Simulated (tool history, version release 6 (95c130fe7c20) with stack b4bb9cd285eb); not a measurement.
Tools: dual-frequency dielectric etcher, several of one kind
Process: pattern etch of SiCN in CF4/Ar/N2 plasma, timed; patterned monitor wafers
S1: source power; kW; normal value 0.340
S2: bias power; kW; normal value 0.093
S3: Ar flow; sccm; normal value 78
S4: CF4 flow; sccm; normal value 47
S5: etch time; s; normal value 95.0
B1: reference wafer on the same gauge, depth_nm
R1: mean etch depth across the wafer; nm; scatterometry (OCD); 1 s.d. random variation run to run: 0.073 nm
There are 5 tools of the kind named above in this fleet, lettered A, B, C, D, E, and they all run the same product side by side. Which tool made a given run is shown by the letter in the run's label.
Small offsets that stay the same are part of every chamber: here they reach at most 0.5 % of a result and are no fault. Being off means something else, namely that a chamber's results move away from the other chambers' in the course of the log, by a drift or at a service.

Run 1A, hour 5.1: usual settings; B1 72.397. Result: R1 68.523 nm.
Run 2D, hour 9.3: usual settings; B1 72.391. Result: R1 68.917 nm.
Run 3C, hour 17.0: usual settings; B1 72.389. Result: R1 68.600 nm.
Run 4E, hour 21.5: usual settings; B1 72.372. Result: R1 69.198 nm.
Run 5B, hour 30.0: usual settings; B1 72.362. Result: R1 68.711 nm.
Run 6E, hour 36.2: usual settings but S5 72.0 s; B1 72.375. Result: R1 52.341 nm.
Run 7C, hour 41.8: usual settings but S5 72.0 s; B1 72.348. Result: R1 52.045 nm.
Run 8D, hour 48.5: usual settings but S5 72.0 s; B1 72.351. Result: R1 52.082 nm.
Run 9B, hour 56.4: usual settings but S5 72.0 s; B1 72.339. Result: R1 52.079 nm.
Run 10A, hour 60.8: usual settings but S5 72.0 s; B1 72.342. Result: R1 51.924 nm.
Run 11C, hour 67.8: usual settings; B1 72.337. Result: R1 68.563 nm.
Run 12B, hour 74.2: usual settings; B1 72.322. Result: R1 68.708 nm.
Run 13A, hour 81.7: usual settings; B1 72.309. Result: R1 68.637 nm.
At hour 84.3: chamber C: CF4 flow controller replaced.
Run 14D, hour 89.9: usual settings but S4 40 sccm, S5 70.5 s; B1 72.303. Result: R1 49.803 nm.
Run 15E, hour 97.0: usual settings but S4 40 sccm, S5 70.5 s; B1 72.287. Result: R1 50.040 nm.
Run 16D, hour 105.6: usual settings but S4 40 sccm, S5 70.5 s; B1 72.261. Result: R1 49.746 nm.
At hour 108.6: chamber B: wet clean of the chamber.
Run 17B, hour 109.6: usual settings but S4 40 sccm, S5 70.5 s; B1 72.286. Result: R1 49.896 nm.
Run 18A, hour 116.2: usual settings but S4 40 sccm, S5 70.5 s; B1 72.287. Result: R1 49.647 nm.
Run 19C, hour 122.9: usual settings; B1 72.269. Result: R1 68.840 nm.
Run 20E, hour 128.1: usual settings; B1 72.251. Result: R1 69.148 nm.
Run 21E, hour 135.2: usual settings; B1 72.272. Result: R1 68.969 nm.
Run 22C, hour 141.7: usual settings; B1 72.256. Result: R1 68.495 nm.
Run 23B, hour 148.2: usual settings; B1 72.246. Result: R1 68.554 nm.
Run 24A, hour 154.9: usual settings; B1 72.218. Result: R1 68.480 nm.
Run 25D, hour 159.7: usual settings; B1 72.225. Result: R1 68.617 nm.
Run 26E, hour 168.5: usual settings; B1 72.207. Result: R1 68.938 nm.
Run 27D, hour 175.9: usual settings but S2 0.102 kW, S3 71 sccm; B1 72.191. Result: R1 71.856 nm.
Run 28C, hour 182.1: usual settings but S2 0.102 kW, S3 71 sccm; B1 72.205. Result: R1 71.993 nm.
Run 29B, hour 188.9: usual settings but S2 0.102 kW, S3 71 sccm; B1 72.192. Result: R1 71.967 nm.
Run 30A, hour 195.4: usual settings but S2 0.102 kW, S3 71 sccm; B1 72.177. Result: R1 71.768 nm.
Run 31C, hour 202.4: usual settings but S2 0.102 kW, S3 71 sccm; B1 72.189. Result: R1 71.776 nm.
Run 32B, hour 207.4: usual settings; B1 72.179. Result: R1 68.677 nm.
At hour 211.9: chamber C: Ar flow controller replaced.
Run 33A, hour 216.3: usual settings; B1 72.165. Result: R1 68.313 nm.
Run 34E, hour 222.1: usual settings; B1 72.151. Result: R1 68.901 nm.
At hour 229.1: chamber E: bias power generator calibrated.
Run 35D, hour 231.2: usual settings but S5 74.5 s; B1 72.147. Result: R1 53.745 nm.
Run 36E, hour 239.5: usual settings but S5 74.5 s; B1 72.161. Result: R1 54.005 nm.
Run 37C, hour 244.5: usual settings but S5 74.5 s; B1 72.114. Result: R1 53.748 nm.
Run 38B, hour 253.1: usual settings but S5 74.5 s; B1 72.111. Result: R1 53.680 nm.
Run 39A, hour 258.7: usual settings but S5 74.5 s; B1 72.101. Result: R1 53.546 nm.
Run 40D, hour 265.1: usual settings but S2 0.085 kW, S4 53 sccm; B1 72.100. Result: R1 67.526 nm.
Run 41D, hour 273.7: usual settings but S2 0.085 kW, S4 53 sccm; B1 72.091. Result: R1 67.356 nm.
Run 42B, hour 279.2: usual settings but S2 0.085 kW, S4 53 sccm; B1 72.079. Result: R1 67.252 nm.

Predict what each chamber gives when all 5 of them run the settings below next.
Run 43A, hour 285.7: usual settings. Result: R1 ?.
Run 43B, hour 285.7: usual settings. Result: R1 ?.
Run 43C, hour 285.7: usual settings. Result: R1 ?.
Run 43D, hour 285.7: usual settings. Result: R1 ?.
Run 43E, hour 285.7: usual settings. Result: R1 ?.

run      R1
43A  68.224
43B  68.383
43C  68.412
43D  68.437
43E  68.828

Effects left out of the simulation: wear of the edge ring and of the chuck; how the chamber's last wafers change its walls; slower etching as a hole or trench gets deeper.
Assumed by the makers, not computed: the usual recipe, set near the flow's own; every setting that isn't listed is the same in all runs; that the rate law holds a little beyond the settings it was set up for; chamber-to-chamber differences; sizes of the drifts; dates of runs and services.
